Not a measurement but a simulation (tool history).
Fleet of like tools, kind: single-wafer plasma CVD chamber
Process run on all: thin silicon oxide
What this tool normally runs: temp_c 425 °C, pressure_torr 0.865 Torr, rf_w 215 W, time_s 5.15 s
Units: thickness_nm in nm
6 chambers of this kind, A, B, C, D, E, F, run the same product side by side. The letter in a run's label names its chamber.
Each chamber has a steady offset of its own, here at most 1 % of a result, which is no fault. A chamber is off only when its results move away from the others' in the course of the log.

run	hour	temp_c	pressure_torr	rf_w	time_s	read-back reference wafer on the same gauge, thickness_nm	thickness_nm
# hour 4: chamber E: thermocouple changed; heater temperature recalibrated
1E	13.4	425	0.865	215	5.15	7.5493	8.6362
2C	25.6	425	0.865	215	5.15	7.5508	8.4887
3A	37.9	425	0.865	215	5.15	7.5471	8.6452
4B	51	425	0.865	215	5.15	7.5497	8.5927
5D	60	425	0.865	215	5.15	7.5493	8.5129
6F	66.4	425	0.865	215	5.15	7.5514	8.6963
7E	75.4	425	0.865	215	5.15	7.5393	8.5403
8A	87.6	425	0.865	215	5.15	7.5413	8.6547
9C	100.7	425	0.865	215	5.15	7.5485	8.5551
# hour 105.4: chamber F: thermocouple changed; heater temperature recalibrated
10F	109.1	425	0.865	215	5.15	7.5601	8.6959
11B	115.2	425	0.865	215	5.15	7.5489	8.6335
12D	127.7	425	0.865	215	5.15	7.5456	8.5838
13D	134.8	425	0.865	215	5.15	7.5497	8.5552
14B	143.5	425	0.865	215	5.15	7.5439	8.563
15E	151.3	425	0.865	215	5.15	7.549	8.6275
16C	160.3	425	0.865	215	5.15	7.5498	8.5656
# hour 165.9: chamber A: thermocouple changed; heater temperature recalibrated
17F	166.6	425	0.865	215	5.15	7.5468	8.7017
18A	176.2	425	0.865	215	5.15	7.551	8.5967
19D	182.8	425	0.797	215	5.15	7.544	7.8957
20C	189.7	425	0.797	215	5.15	7.554	7.9087
21F	198.9	425	0.797	215	5.15	7.5469	8.0764
22B	207.3	425	0.797	215	5.15	7.5514	8.0384
23E	219.9	425	0.797	215	5.15	7.5528	8.0329
24A	228.5	425	0.797	215	5.15	7.5521	7.97
25E	237.7	425	0.865	215	5.15	7.5466	8.6138
26C	246.1	425	0.865	215	5.15	7.5389	8.5234
27B	257.3	425	0.865	215	5.15	7.5523	8.6535
28A	265.7	425	0.865	215	5.15	7.5547	8.5699
29D	275.8	425	0.865	215	5.15	7.549	8.5259
30F	284.2	425	0.865	215	5.15	7.5506	8.7092
31A	291.1	425	0.865	215	5.15	7.5542	8.5961
32B	303.8	425	0.865	215	5.15	7.5481	8.6383
33C	315.2	425	0.865	215	5.15	7.5529	8.5599
34E	327.6	425	0.865	215	5.15	7.5562	8.6486
35D	339.4	425	0.865	215	5.15	7.5538	8.5765
36F	349.2	425	0.865	215	5.15	7.5488	8.6277
37D	360.8	425	0.865	215	5.15	7.5533	8.525
38E	370.9	425	0.865	215	5.15	7.5539	8.5442
39F	382.9	425	0.865	215	5.15	7.5537	8.7303
40B	392.8	425	0.865	215	5.15	7.5488	8.6096
41C	401	425	0.865	215	5.15	7.5481	8.5839
42A	411.4	425	0.865	215	5.15	7.5457	8.6474
43E	418	425	0.865	215	5.15	7.55	8.6242

Each of the 6 chambers runs these same settings next. Fill in every chamber's results:
44A	427.6	425	0.865	215	5.15		?
44B	427.6	425	0.865	215	5.15		?
44C	427.6	425	0.865	215	5.15		?
44D	427.6	425	0.865	215	5.15		?
44E	427.6	425	0.865	215	5.15		?
44F	427.6	425	0.865	215	5.15		?

run	thickness_nm
44A	8.6005
44B	8.6649
44C	8.5065
44D	8.5138
44E	8.6609
44F	8.7332
